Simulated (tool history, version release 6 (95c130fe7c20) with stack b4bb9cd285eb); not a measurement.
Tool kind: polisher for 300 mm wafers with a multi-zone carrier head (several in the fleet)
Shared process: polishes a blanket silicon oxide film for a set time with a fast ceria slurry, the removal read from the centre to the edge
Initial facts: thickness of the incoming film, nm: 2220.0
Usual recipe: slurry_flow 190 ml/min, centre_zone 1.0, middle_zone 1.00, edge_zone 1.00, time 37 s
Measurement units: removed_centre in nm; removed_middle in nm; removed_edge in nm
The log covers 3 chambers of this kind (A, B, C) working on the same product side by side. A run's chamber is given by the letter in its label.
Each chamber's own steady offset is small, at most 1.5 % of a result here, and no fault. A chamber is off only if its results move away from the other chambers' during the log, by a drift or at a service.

run	hour	slurry_flow	centre_zone	middle_zone	edge_zone	time	wafers polished on this pad	hours since the slurry nozzle was cleaned	hours since the centre zone pressure was calibrated	hours since the edge zone pressure was calibrated	removed_centre	removed_middle	removed_edge
1C	5.1	190	1.0	1.00	1.00	37	566	152.2	672.3	343.7	860.69	883.36	867.51
# hour 7.0: chamber A: worn pad replaced by a new one
2B	14.0	190	1.0	1.00	1.00	37	408	224.3	117.9	571.9	888.52	866.76	884.44
# hour 17.2: chamber A: slurry nozzle cleaned
3A	19.9	190	1.0	1.00	1.00	37	187	2.8	187.5	148.9	890.94	883.91	865.20
4C	27.1	190	1.0	1.00	1.00	37	883	174.2	694.3	365.7	871.97	877.64	873.44
5A	32.9	190	1.0	0.92	1.00	37	374	15.8	200.5	161.9	881.42	833.83	870.09
6B	38.8	190	1.0	0.92	1.00	37	765	249.1	142.7	596.7	873.95	809.84	876.36
# hour 44.5: chamber B: worn pad replaced by a new one
7B	47.4	190	1.0	0.92	1.00	37	42	257.7	151.3	605.3	875.84	827.17	878.58
8A	52.3	190	1.0	1.00	1.00	37	653	35.2	219.9	181.3	877.51	871.01	864.68
9C	58.5	190	1.0	1.00	1.00	37	1336	205.6	725.7	397.1	877.05	865.37	877.28
10A	63.6	190	1.0	1.00	1.00	37	816	46.5	231.2	192.6	869.96	874.83	870.38
11B	73.8	190	1.0	1.00	1.00	37	422	284.1	177.7	631.7	896.80	852.43	881.72
12C	82.1	190	1.0	1.00	1.00	37	1676	229.2	749.3	420.7	887.87	868.68	864.14
13C	88.6	190	1.0	1.00	1.00	37	1769	235.7	755.8	427.2	864.47	867.15	869.08
14A	99.5	190	1.0	1.00	1.00	37	1333	82.4	267.1	228.5	896.73	887.06	872.36
# hour 102.1: chamber A: worn pad replaced by a new one
15B	105.2	190	1.0	1.00	1.00	37	875	315.5	209.1	663.1	882.48	879.45	875.79
16B	110.1	190	1.0	1.00	1.00	37	945	320.4	214.0	668.0	879.44	879.47	879.16
# hour 110.8: chamber B: worn pad replaced by a new one
17A	118.4	190	1.0	1.00	1.00	37	234	101.3	286.0	247.4	878.28	867.50	866.55
18C	129.7	225	1.0	0.91	1.00	37	2361	276.8	796.9	468.3	867.26	800.74	860.72
19B	136.5	225	1.0	0.91	1.00	37	370	346.8	240.4	694.4	899.04	811.81	891.10
20C	143.2	225	1.0	0.91	1.00	37	2556	290.3	810.4	481.8	883.27	810.83	873.31
21A	153.6	190	1.0	1.00	1.00	37	742	136.5	321.2	282.6	887.55	861.45	861.82
22A	161.6	190	1.0	1.00	1.00	37	857	144.5	329.2	290.6	885.14	868.51	870.20
# hour 168.7: chamber B: worn pad replaced by a new one
23B	170.2	190	1.0	1.00	1.00	37	22	380.5	274.1	728.1	881.66	882.56	877.70
# hour 173.6: chamber C: edge zone pressure recalibrated
24C	180.0	190	1.0	1.00	1.00	37	3086	327.1	847.2	6.4	838.93	851.38	827.48
25C	187.9	190	1.0	1.00	1.00	37	3200	335.0	855.1	14.3	841.21	828.90	835.42
# hour 190.4: chamber A: edge zone pressure recalibrated
26B	198.1	190	1.0	1.00	1.00	37	424	408.4	302.0	756.0	884.24	859.01	877.33
# hour 199.0: chamber A: worn pad replaced by a new one
# hour 199.1: chamber C: centre zone pressure recalibrated
27A	205.0	145	1.0	1.00	0.92	37	86	187.9	372.6	14.6	849.23	841.16	798.76
28A	216.1	145	1.0	1.00	0.92	37	246	199.0	383.7	25.7	816.45	853.03	798.74
# hour 227.1: chamber B: worn pad replaced by a new one
29B	227.3	145	1.0	1.00	0.92	37	3	437.6	331.2	785.2	846.67	822.48	809.09
30C	238.4	190	1.0	1.00	1.00	37	3927	385.5	39.3	64.8	844.25	832.81	819.96
31B	246.7	190	1.0	1.00	1.00	37	282	457.0	350.6	804.6	872.04	897.26	868.89
32C	256.0	190	1.0	1.00	1.00	37	4181	403.1	56.9	82.4	814.80	825.93	810.05
33A	265.4	190	1.1	1.00	1.00	44	956	248.3	433.0	75.0	1158.90	1041.00	1052.40
34C	275.8	190	1.1	1.00	1.00	44	4466	422.9	76.7	102.2	1068.00	957.90	956.16
35A	283.0	190	1.1	1.00	1.00	44	1210	265.9	450.6	92.6	1151.40	1031.40	1028.20
# hour 291.5: chamber B: worn pad replaced by a new one
36B	292.4	190	1.0	1.00	1.00	37	13	502.7	396.3	850.3	886.99	868.07	865.33

Does one chamber stand apart from the rest, does the shared gauge drift, or is all well apart from small per-chamber offsets? Give the chamber and the most likely cause, where there is one.

One chamber, C, drifts off from the rest bit by bit.
Most likely cause: removal rate lost through wear of the pad, % = 8.01.
The log may not separate it from: slurry flow missing at the pad, %.

Here are 4 candidates for chamber C's next run, each the usual settings with a change, their results left as question marks. Which one brings its results back in line with what the others give on the usual settings?
In line means no further than this from the other chambers' mean on the usual settings: removed_centre 34.00 nm; removed_middle 36.00 nm; removed_edge 21.00 nm
37C-1	300.4	190	1.0	1.00	1.00	36					?	?	?
37C-2	300.4	190	1.0	1.00	1.00	34					?	?	?
37C-3	300.4	190	1.0	1.00	1.00	38					?	?	?
37C-4	300.4	190	1.0	1.00	1.00	40					?	?	?

Average result of the remaining chambers running the usual settings: removed_centre 877.48 nm; removed_middle 872.31 nm; removed_edge 872.00 nm
run	removed_centre	removed_middle	removed_edge
37C-1	773.43	782.56	777.17
37C-2	730.46	739.09	733.99
37C-3	816.40	826.04	820.35
37C-4	859.36	869.52	863.52
37C-4 brings the chamber back in line.

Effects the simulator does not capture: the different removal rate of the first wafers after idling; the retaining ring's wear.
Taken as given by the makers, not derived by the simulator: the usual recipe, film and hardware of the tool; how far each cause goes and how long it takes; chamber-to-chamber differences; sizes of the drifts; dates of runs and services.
